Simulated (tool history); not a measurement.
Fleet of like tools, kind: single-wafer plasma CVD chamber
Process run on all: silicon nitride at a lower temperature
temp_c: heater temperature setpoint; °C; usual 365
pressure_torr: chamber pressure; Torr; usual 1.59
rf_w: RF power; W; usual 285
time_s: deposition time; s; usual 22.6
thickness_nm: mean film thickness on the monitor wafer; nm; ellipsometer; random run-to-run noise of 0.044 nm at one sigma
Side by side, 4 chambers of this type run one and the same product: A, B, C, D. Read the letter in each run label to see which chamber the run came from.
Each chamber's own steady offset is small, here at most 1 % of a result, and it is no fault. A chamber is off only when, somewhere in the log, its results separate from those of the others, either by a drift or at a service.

run   hour  temp_c  pressure_torr  rf_w  time_s  read-back reference wafer on the same gauge, thickness_nm  thickness_nm
 1A   13.3     365           1.59   285    22.6                                                     28.592        25.441
 2B   29.2     365           1.59   285    22.6                                                     28.584        25.324
 3C   37.1     365           1.59   285    22.6                                                     28.580        25.253
 4D   51.0     365           1.59   285    22.6                                                     28.581        25.428
 5A   61.9     365           1.59   250    22.6                                                     28.576        23.323
 6B   74.9     365           1.59   250    22.6                                                     28.558        23.171
 7C   89.4     365           1.59   250    22.6                                                     28.543        23.122
 8D  100.4     365           1.59   250    22.6                                                     28.547        23.232
 9D  113.7     365           1.59   285    22.6                                                     28.536        25.495
10C  123.3     365           1.59   285    22.6                                                     28.522        25.277
11B  138.8     365           1.59   285    22.6                                                     28.531        25.313
12A  147.3     365           1.59   330    22.6                                                     28.524        28.037
13C  156.3     365           1.59   330    22.6                                                     28.499        27.787
14D  169.9     365           1.59   330    22.6                                                     28.505        27.971
15A  184.8     365           1.59   330    22.6                                                     28.488        27.939
16B  199.8     365           1.59   285    22.6                                                     28.483        25.257
17D  213.3     365           1.28   340    22.6                                                     28.472        26.718
18B  220.5     365           1.28   340    22.6                                                     28.485        26.741
19C  228.8     365           1.28   340    22.6                                                     28.455        26.612
20A  235.8     365           1.28   340    22.6                                                     28.472        26.777
21B  243.7     365           1.59   285    22.6                                                     28.474        25.310
22A  253.1     365           1.44   285    22.6                                                     28.456        24.678
23D  265.2     365           1.44   285    22.6                                                     28.450        24.591
24C  278.5     365           1.44   285    22.6                                                     28.438        24.399
25B  287.2     365           1.44   285    22.6                                                     28.443        24.589
26D  296.5     365           1.59   285    22.6                                                     28.434        25.340
27C  303.5     365           1.59   285    22.6                                                     28.425        25.135
28A  314.4     365           1.59   285    22.6                                                     28.425        25.307
29D  321.7     365           1.59   285    22.6                                                     28.433        25.428
30A  337.5     365           1.59   285    20.1                                                     28.397        22.554
31C  346.1     365           1.59   285    20.1                                                     28.401        22.326

Next, all 4 chambers run the settings below, one line each with question marks for the results. What does each chamber give?
32A  357.6     365           1.59   285    22.6                                                                        ?
32B  357.6     365           1.59   285    22.6                                                                        ?
32C  357.6     365           1.59   285    22.6                                                                        ?
32D  357.6     365           1.59   285    22.6                                                                        ?

run  thickness_nm
32A        25.306
32B        25.228
32C        25.173
32D        25.366

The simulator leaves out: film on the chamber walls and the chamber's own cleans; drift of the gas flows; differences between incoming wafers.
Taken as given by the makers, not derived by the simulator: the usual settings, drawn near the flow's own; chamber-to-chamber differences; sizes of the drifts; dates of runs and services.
